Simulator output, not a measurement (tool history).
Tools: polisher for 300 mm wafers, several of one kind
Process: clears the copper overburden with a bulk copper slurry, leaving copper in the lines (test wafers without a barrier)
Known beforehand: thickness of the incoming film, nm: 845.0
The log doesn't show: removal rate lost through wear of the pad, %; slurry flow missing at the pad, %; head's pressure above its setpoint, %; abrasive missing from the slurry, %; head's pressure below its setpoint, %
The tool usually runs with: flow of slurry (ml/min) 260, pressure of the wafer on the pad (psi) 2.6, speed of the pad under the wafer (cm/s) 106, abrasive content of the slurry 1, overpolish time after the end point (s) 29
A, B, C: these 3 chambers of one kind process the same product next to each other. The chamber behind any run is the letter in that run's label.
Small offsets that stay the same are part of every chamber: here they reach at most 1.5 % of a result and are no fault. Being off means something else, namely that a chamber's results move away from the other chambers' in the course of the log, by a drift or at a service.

run	hour	flow of slurry (ml/min)	pressure of the wafer on the pad (psi)	speed of the pad under the wafer (cm/s)	abrasive content of the slurry	overpolish time after the end point (s)	wafers polished on this pad	hours since the slurry nozzle was cleaned	hours since the head pressure was calibrated	hours since the slurry blender was calibrated	time until the end point was called (s)	dishing of a wide line in a test structure (nm)
1B	14.4	260	2.6	106	1	29	270	260.4	151.6	25.8	83.568	104.75
2A	27	260	2.6	106	1	29	150	389.7	195.1	77	81.951	105.91
# hour 28.1: chamber C: slurry blender recalibrated
3C	38.3	260	2.6	106	1	29	341	333.6	564.9	10.3	80.884	105.54
4B	50.5	260	2.6	106	1	29	467	296.5	187.7	61.9	85.463	104.79
5C	60.4	260	2.6	106	1	29	462	355.7	587	32.4	81.968	104.83
6A	73.5	260	2.6	106	1	29	404	436.2	241.6	123.5	80.287	101.52
# hour 79.1: chamber B: worn pad replaced by a new one
7B	84.1	260	2.6	106	1	29	27	330.1	221.3	95.5	79.93	104.38
8A	92.2	260	2.6	106	1	29	506	454.9	260.3	142.2	84.017	97.996
# hour 93: chamber B: slurry blender recalibrated
9C	101.4	260	2.6	106	1	29	686	396.7	628	73.4	80.564	105.6
# hour 108.6: chamber C: slurry nozzle cleaned
10B	112.2	260	2.6	106	1	29	180	358.2	249.4	19.3	82.106	99.373
# hour 118.7: chamber A: slurry blender recalibrated
11A	122.7	260	2.6	106	1	29	673	485.4	290.8	4.1	81.34	104.93
# hour 123.8: chamber A: worn pad replaced by a new one
12C	138.6	260	2.6	106	1	29	889	30.1	665.2	110.6	79.434	103.14
# hour 143.6: chamber C: slurry blender recalibrated
13A	152.6	260	2.6	106	1	29	157	515.3	320.7	34	81.689	107.73
14B	164.6	230	2.6	80	1	29	466	410.6	301.8	71.7	108.27	91.414
15C	179.7	230	2.6	80	1	29	1113	71.2	706.3	36.2	110.11	92.987
# hour 180.9: chamber C: worn pad replaced by a new one
# hour 183: chamber B: slurry blender recalibrated
# hour 185.6: chamber B: worn pad replaced by a new one
16C	190.8	230	2.6	80	1	29	54	82.3	717.4	47.3	107.47	93.137
# hour 192.6: chamber C: head pressure recalibrated
# hour 198.3: chamber A: slurry nozzle cleaned
17B	205.9	260	2.6	106	1	29	110	451.9	343.1	23	80.304	100.85
18A	217.4	260	2.6	106	1	29	511	19.2	385.5	98.8	79.784	100.73
19A	225.5	260	2.6	106	1	29	555	27.3	393.6	106.9	81.348	102.16
20C	232.9	260	2.6	106	1	29	284	124.4	40.3	89.4	79.76	101.74
21B	241.7	260	2.6	106	1	29	306	487.7	378.9	58.8	82.952	99.809
22B	252.2	260	2.6	106	1	29	363	498.2	389.4	69.3	82.801	100.82

All 3 chambers run these settings next. Forecast each chamber's results:
23A	264	260	2.6	106	1	29					?	?
23B	264	260	2.6	106	1	29					?	?
23C	264	260	2.6	106	1	29					?	?

run	time until the end point was called (s)	dishing of a wide line in a test structure (nm)
23A	80.255	105.45
23B	82.544	103.14
23C	81.265	103.42
